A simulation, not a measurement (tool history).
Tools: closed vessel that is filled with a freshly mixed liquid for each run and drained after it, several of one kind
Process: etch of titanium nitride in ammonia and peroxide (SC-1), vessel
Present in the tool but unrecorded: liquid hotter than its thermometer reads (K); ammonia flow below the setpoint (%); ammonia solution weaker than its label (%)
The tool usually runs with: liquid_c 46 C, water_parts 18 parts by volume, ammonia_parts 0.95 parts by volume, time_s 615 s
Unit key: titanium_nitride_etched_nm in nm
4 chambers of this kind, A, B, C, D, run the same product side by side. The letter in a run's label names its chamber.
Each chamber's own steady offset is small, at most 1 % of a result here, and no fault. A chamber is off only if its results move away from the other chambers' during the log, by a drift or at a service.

run,hour,liquid_c,water_parts,ammonia_parts,time_s,hours since the thermometer was replaced,hours since the ammonia flow meter was replaced,hours since the drum of ammonia solution was connected,"read-back film thickness of the titanium nitride reference wafer, read on the same gauge (nm)",titanium_nitride_etched_nm
1B,8.1,46,18,0.95,615,118.5,73.9,556.4,39.986,16.611
2A,20.4,46,18,0.95,615,521.9,637.8,551.4,40.013,16.681
3D,29.1,46,18,0.95,615,698.1,34.7,519,39.982,16.591
4C,41.7,46,18,0.95,615,321.1,897.5,42.8,39.997,16.236
5D,54.6,53.5,21,0.95,615,723.6,60.2,544.5,40.008,25.825
6B,63.8,53.5,21,0.95,615,174.2,129.6,612.1,40.006,25.541
7C,73.5,53.5,21,0.95,615,352.9,929.3,74.6,39.994,25.444
8A,84.4,53.5,21,0.95,615,585.9,701.8,615.4,40.009,25.711
9C,98.7,46,18,0.95,615,378.1,954.5,99.8,40.011,16.15
10A,109.3,46,18,0.95,615,610.8,726.7,640.3,39.992,16.74
11D,121.1,46,18,0.95,615,790.1,126.7,611,40.003,16.352
12B,134.4,46,18,1.15,615,244.8,200.2,682.7,39.977,17.001
# hour 137.6: chamber C: ammonia flow meter replaced
13C,145.3,46,18,1.15,615,424.7,7.8,146.4,40.007,16.772
14B,153,46,18,1.15,615,263.4,218.8,701.3,39.994,16.898
15D,164.7,46,18,1.15,615,833.7,170.3,654.6,40.02,17.101
16A,177.7,46,18,0.95,615,679.2,795.1,708.7,40.015,17.004
# hour 185.1: chamber A: new drum of ammonia solution connected
17B,187.7,46,18,0.65,880,298.1,253.5,736,39.976,22.064
18C,196.9,46,18,0.65,880,476.3,59.4,198,40.017,21.936
19D,210.4,46,18,0.65,880,879.4,216,700.3,40.001,22.12
20A,223.4,46,18,0.65,880,724.9,840.8,38.4,40.006,23.147
21C,230.5,46,18,0.95,615,509.9,93,231.6,40.014,16.268
22B,240.7,46,18,0.95,615,351.1,306.5,789,40.017,16.308
23A,247.6,46,18,0.95,615,749.1,865,62.6,39.995,17.539
24D,259.1,46,18,0.95,615,928.1,264.7,749,40.017,16.374
25A,267.8,46,10.5,0.95,500,769.3,885.2,82.8,40.03,18.834
26C,274.8,46,10.5,0.95,500,554.2,137.3,275.9,40.003,17.546
27B,289.7,46,10.5,0.95,500,400.1,355.5,838,39.981,17.961
28D,299.5,46,10.5,0.95,500,968.5,305.1,789.4,40.003,17.607
29A,311.6,46,18,0.95,615,813.1,929,126.6,40.009,17.653
30B,320,46,18,0.95,615,430.4,385.8,868.3,39.979,16.338

Each of the 4 chambers runs these same settings next. Fill in every chamber's results:
31A,331,51.5,18,0.95,615,,,,,?
31B,331,51.5,18,0.95,615,,,,,?
31C,331,51.5,18,0.95,615,,,,,?
31D,331,51.5,18,0.95,615,,,,,?

run,titanium_nitride_etched_nm
31A,25.96
31B,24.218
31C,24.403
31D,24.338
